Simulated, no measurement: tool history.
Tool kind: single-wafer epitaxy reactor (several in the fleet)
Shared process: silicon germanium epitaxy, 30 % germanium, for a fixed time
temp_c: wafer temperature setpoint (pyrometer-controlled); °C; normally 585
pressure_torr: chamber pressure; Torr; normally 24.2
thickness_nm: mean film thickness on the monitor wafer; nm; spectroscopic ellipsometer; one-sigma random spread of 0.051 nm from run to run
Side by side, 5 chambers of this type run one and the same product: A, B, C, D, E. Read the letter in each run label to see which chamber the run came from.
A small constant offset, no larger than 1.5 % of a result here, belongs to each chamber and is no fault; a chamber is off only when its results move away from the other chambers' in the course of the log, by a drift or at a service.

run	hour	temp_c	pressure_torr	read-back reference wafer on the same gauge, thickness_nm	thickness_nm
1E	9.2	585	24.2	51.792	48.506
2D	17.5	585	24.2	51.788	48.364
3B	24.3	585	24.2	51.801	47.993
4C	32.9	585	24.2	51.765	48.288
5A	40.5	585	24.2	51.752	47.455
6D	49.9	585	24.2	51.744	48.347
7C	58.3	585	24.2	51.764	48.335
8B	68.3	585	24.2	51.748	47.939
9E	75.3	585	24.2	51.735	48.407
10A	85.1	585	24.2	51.742	47.417
11B	93.6	585	24.2	51.736	47.887
12D	102.8	585	24.2	51.715	48.207
13A	111.9	585	24.2	51.705	47.276
14E	120	585	28.8	51.712	51.895
15C	125.5	585	28.8	51.694	51.791
16B	130.7	585	28.8	51.693	51.308
17E	137.5	585	28.8	51.696	51.916
# hour 140.1: chamber A: capacitance manometer re-zeroed and calibrated
18A	142.3	585	28.8	51.676	50.82
19C	148.7	585	24.2	51.685	48.193
20D	156.7	585	24.2	51.673	48.225
21D	164.9	585	24.2	51.669	48.173
# hour 168.8: chamber C: capacitance manometer re-zeroed and calibrated
22C	174.5	585	29.3	51.662	52.119
23E	181	585	29.3	51.65	52.32
# hour 184.2: chamber E: capacitance manometer re-zeroed and calibrated
24B	187.7	585	29.3	51.636	51.654
25A	195.7	585	29.3	51.644	51.028
26E	201.1	585	29.3	51.636	52.248
27C	209.1	585	24.2	51.642	48.247
28B	215.6	585	24.2	51.632	47.813
29D	226.3	585	24.2	51.62	48.202
30A	234.2	585	24.2	51.61	47.302
31E	241.9	585	24.2	51.602	48.268
# hour 243.4: chamber A: pyrometer calibrated
32A	252.1	599	24.2	51.578	61.46
33C	262.7	599	24.2	51.588	62.507

All chambers now run identical settings, listed one chamber a line with results as question marks. What results will each chamber show?
34A	270.4	585	24.2		?
34B	270.4	585	24.2		?
34C	270.4	585	24.2		?
34D	270.4	585	24.2		?
34E	270.4	585	24.2		?

run	thickness_nm
34A	47.226
34B	47.757
34C	48.125
34D	48.146
34E	48.211
